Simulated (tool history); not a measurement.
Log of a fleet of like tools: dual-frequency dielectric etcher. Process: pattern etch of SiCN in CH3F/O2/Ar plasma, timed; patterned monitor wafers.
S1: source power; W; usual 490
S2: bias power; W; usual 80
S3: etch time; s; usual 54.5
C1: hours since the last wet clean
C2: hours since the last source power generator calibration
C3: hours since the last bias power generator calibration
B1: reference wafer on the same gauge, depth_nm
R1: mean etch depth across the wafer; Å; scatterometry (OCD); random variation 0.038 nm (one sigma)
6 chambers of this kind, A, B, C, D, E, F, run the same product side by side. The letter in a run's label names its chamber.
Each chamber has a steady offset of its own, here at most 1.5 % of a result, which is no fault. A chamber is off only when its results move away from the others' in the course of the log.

| run | hour | S1 | S2 | S3 | C1 | C2 | C3 | B1 | R1 |
|---|---|---|---|---|---|---|---|---|---|
| 1E | 5.2 | 490 | 80 | 54.5 | 115.1 | 1739.5 | 795.5 | 21.411 | 230.55 |
| 2F | 11.6 | 490 | 80 | 54.5 | 87.1 | 511.6 | 95.8 | 21.410 | 229.09 |
| 3D | 18.9 | 490 | 80 | 54.5 | 228.0 | 2496.0 | 4099.6 | 21.407 | 230.20 |
| 4A | 26.4 | 490 | 80 | 54.5 | 294.7 | 752.9 | 3796.4 | 21.420 | 232.54 |
| 5C | 30.5 | 490 | 80 | 54.5 | 267.5 | 1467.9 | 940.2 | 21.424 | 230.48 |
| 6B | 36.0 | 490 | 80 | 54.5 | 279.3 | 43.5 | 449.8 | 21.432 | 228.81 |
| 7D | 40.1 | 490 | 80 | 54.5 | 249.2 | 2517.2 | 4120.8 | 21.420 | 230.75 |
| 8F | 47.8 | 490 | 80 | 54.5 | 123.3 | 547.8 | 132.0 | 21.420 | 228.98 |
|  | 49.4 | chamber D: bias power generator calibrated |
| 9E | 52.2 | 490 | 80 | 54.5 | 162.1 | 1786.5 | 842.5 | 21.427 | 231.31 |
| 10A | 56.1 | 490 | 80 | 54.5 | 324.4 | 782.6 | 3826.1 | 21.429 | 232.19 |
| 11B | 61.8 | 490 | 80 | 54.5 | 305.1 | 69.3 | 475.6 | 21.444 | 228.52 |
| 12C | 66.8 | 490 | 80 | 54.5 | 303.8 | 1504.2 | 976.5 | 21.438 | 231.00 |
| 13B | 74.3 | 490 | 80 | 54.5 | 317.6 | 81.8 | 488.1 | 21.435 | 229.49 |
|  | 76.0 | chamber B: wet clean of the chamber |
| 14F | 80.4 | 490 | 80 | 54.5 | 155.9 | 580.4 | 164.6 | 21.450 | 229.66 |
| 15C | 85.1 | 490 | 80 | 54.5 | 322.1 | 1522.5 | 994.8 | 21.455 | 231.28 |
| 16A | 89.3 | 490 | 80 | 54.5 | 357.6 | 815.8 | 3859.3 | 21.457 | 232.77 |
| 17D | 94.6 | 490 | 73 | 43.0 | 303.7 | 2571.7 | 45.2 | 21.463 | 176.78 |
| 18E | 99.3 | 490 | 73 | 43.0 | 209.2 | 1833.6 | 889.6 | 21.457 | 177.39 |
| 19D | 106.4 | 490 | 73 | 43.0 | 315.5 | 2583.5 | 57.0 | 21.464 | 176.67 |
| 20C | 111.1 | 490 | 73 | 43.0 | 348.1 | 1548.5 | 1020.8 | 21.460 | 176.56 |
| 21F | 118.4 | 490 | 73 | 43.0 | 193.9 | 618.4 | 202.6 | 21.468 | 175.32 |
|  | 122.5 | chamber C: wet clean of the chamber |
| 22B | 125.6 | 490 | 73 | 43.0 | 49.7 | 133.1 | 539.4 | 21.472 | 174.62 |
| 23E | 130.0 | 490 | 80 | 54.5 | 239.9 | 1864.3 | 920.3 | 21.483 | 232.06 |
| 24A | 134.4 | 490 | 80 | 54.5 | 402.7 | 860.9 | 3904.4 | 21.486 | 232.60 |
| 25B | 141.6 | 490 | 80 | 54.5 | 65.7 | 149.1 | 555.4 | 21.486 | 228.75 |
| 26A | 149.4 | 490 | 80 | 54.5 | 417.7 | 875.9 | 3919.4 | 21.490 | 233.04 |
| 27F | 157.0 | 490 | 80 | 54.5 | 232.5 | 657.0 | 241.2 | 21.484 | 230.04 |
| 28C | 161.3 | 490 | 80 | 54.5 | 38.8 | 1598.7 | 1071.0 | 21.495 | 231.56 |
| 29E | 167.8 | 490 | 80 | 54.5 | 277.7 | 1902.1 | 958.1 | 21.504 | 231.86 |
| 30D | 174.1 | 490 | 80 | 54.5 | 383.2 | 2651.2 | 124.7 | 21.496 | 231.26 |
| 31B | 180.6 | 490 | 80 | 54.5 | 104.7 | 188.1 | 594.4 | 21.500 | 228.78 |
| 32A | 188.0 | 490 | 80 | 54.5 | 456.3 | 914.5 | 3958.0 | 21.501 | 233.42 |
| 33E | 195.2 | 490 | 80 | 54.5 | 305.1 | 1929.5 | 985.5 | 21.518 | 232.06 |
|  | 196.7 | chamber A: bias power generator calibrated |
| 34C | 201.8 | 490 | 80 | 54.5 | 79.3 | 1639.2 | 1111.5 | 21.510 | 232.16 |
| 35F | 209.4 | 490 | 80 | 54.5 | 284.9 | 709.4 | 293.6 | 21.525 | 230.35 |
| 36D | 215.0 | 490 | 80 | 54.5 | 424.1 | 2692.1 | 165.6 | 21.531 | 231.52 |
| 37E | 221.4 | 490 | 80 | 54.5 | 331.3 | 1955.7 | 1011.7 | 21.529 | 232.32 |
| 38D | 225.5 | 490 | 80 | 54.5 | 434.6 | 2702.6 | 176.1 | 21.531 | 231.74 |
| 39C | 232.4 | 440 | 80 | 54.5 | 109.9 | 1669.8 | 1142.1 | 21.520 | 222.96 |
| 40A | 237.3 | 440 | 80 | 54.5 | 505.6 | 963.8 | 40.6 | 21.532 | 224.53 |
| 41B | 241.2 | 440 | 80 | 54.5 | 165.3 | 248.7 | 655.0 | 21.530 | 220.40 |
| 42F | 248.3 | 440 | 80 | 54.5 | 323.8 | 748.3 | 332.5 | 21.543 | 222.32 |

All 6 chambers run these settings next. Forecast each chamber's results:
| 43A | 254.5 | 490 | 80 | 54.5 |  |  |  |  | ? |
| 43B | 254.5 | 490 | 80 | 54.5 |  |  |  |  | ? |
| 43C | 254.5 | 490 | 80 | 54.5 |  |  |  |  | ? |
| 43D | 254.5 | 490 | 80 | 54.5 |  |  |  |  | ? |
| 43E | 254.5 | 490 | 80 | 54.5 |  |  |  |  | ? |
| 43F | 254.5 | 490 | 80 | 54.5 |  |  |  |  | ? |

| run | R1 |
|---|---|
| 43A | 233.79 |
| 43B | 229.30 |
| 43C | 231.88 |
| 43D | 232.18 |
| 43E | 232.64 |
| 43F | 230.70 |

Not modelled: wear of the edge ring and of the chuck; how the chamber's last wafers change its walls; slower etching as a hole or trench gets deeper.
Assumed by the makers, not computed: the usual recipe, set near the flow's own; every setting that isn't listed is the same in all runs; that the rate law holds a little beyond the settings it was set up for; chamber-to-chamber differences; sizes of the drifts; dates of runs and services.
